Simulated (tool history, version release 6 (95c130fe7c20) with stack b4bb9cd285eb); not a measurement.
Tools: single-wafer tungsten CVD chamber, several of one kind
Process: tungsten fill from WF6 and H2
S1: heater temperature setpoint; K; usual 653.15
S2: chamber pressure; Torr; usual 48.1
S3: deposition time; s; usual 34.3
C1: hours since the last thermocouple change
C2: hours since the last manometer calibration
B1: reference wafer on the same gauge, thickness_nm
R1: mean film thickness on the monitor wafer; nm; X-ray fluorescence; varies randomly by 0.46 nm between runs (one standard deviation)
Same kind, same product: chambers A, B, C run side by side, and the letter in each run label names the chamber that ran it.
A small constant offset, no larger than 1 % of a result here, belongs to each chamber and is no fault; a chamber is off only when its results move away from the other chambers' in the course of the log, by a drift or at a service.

run    day      S1    S2    S3      C1      C2      B1      R1
 1C  0.271  653.15  48.1  34.3   683.7   115.4  77.895  84.092
 2B   0.55  653.15  48.1  34.3  1195.8   803.5  77.699  84.631
 3A  0.775  653.15  48.1  34.3   896.6  1676.4  77.856  84.163
 4B  1.067  653.15  48.1  34.3  1208.2   815.9   77.81  84.859
 5C  1.396  653.15  48.1  34.3   710.7   142.4  77.789  84.465
 6A  1.621  653.15  48.1  34.3   916.9  1696.7  77.806  84.002
 7A  1.929  661.15  48.1  27.7   924.3  1704.1  77.812  79.304
 8B  2.408  661.15  48.1  27.7  1240.4   848.1   77.76  80.604
 9C  2.696  661.15  48.1  27.7   741.9   173.6  77.893  79.366
10A  3.138  653.15  48.1  34.3   953.3  1733.1  77.814  84.917
11C  3.496  653.15  48.1  34.3   761.1   192.8  77.832  83.752
12B  3.925  642.15  48.1  34.3  1276.8   884.5  77.806  67.414
13C  4.225  642.15  48.1  34.3   778.6   210.3  77.665  66.748
14A  4.675  642.15  48.1  34.3   990.2    1770  77.843  68.302
15B  5.038  653.15  48.1  34.3  1303.5   911.2  77.854  85.589
16C  5.388  653.15  43.3  34.3   806.5   238.2    77.7  81.238
17A  5.767  653.15  43.3  34.3  1016.4  1796.2  77.736  80.344
18B  6.008  653.15  43.3  34.3  1326.8   934.5  77.728  80.969
19A   6.25  653.15  48.1  34.3    1028  1807.8  77.778  84.394
     6.558  -- chamber A: capacitance manometer re-zeroed and calibrated
20C  6.625  653.15  48.1  34.3   836.2   267.9  77.755  85.507
21B   7.05  653.15  48.1  34.3  1351.8   959.5   77.78  85.135
22C  7.271  665.15  57.9  34.3   851.7   283.4  77.757  119.36
23A  7.588  665.15  57.9  34.3  1060.1    24.7  77.833  116.69
24B  7.829  665.15  57.9  34.3  1370.5   978.2  77.771  116.91
25C  8.062  653.15  48.1  34.3   870.7   302.4  77.864  87.432
26B  8.379  653.15  48.1  34.3  1383.7   991.4  77.779  84.586
27A  8.808  653.15  48.1  34.3  1089.4      54  77.715   84.55
28B  9.021  653.15  48.1  34.3  1399.1  1006.8  77.842  85.186
29C  9.458  647.15  48.1  34.3   904.2   335.9  77.633  78.051
30A   9.75  647.15  48.1  34.3    1112    76.6  77.851  75.225
31B  9.988  647.15  48.1  34.3  1422.3    1030  77.775  75.597

The same settings go to every chamber for the next run, one line per chamber below. Forecast the results for each:
32A  10.338  648.15  48.1  34.3               ?
32B  10.338  648.15  48.1  34.3               ?
32C  10.338  648.15  48.1  34.3               ?

run      R1
32A  76.915
32B  76.286
32C  79.687
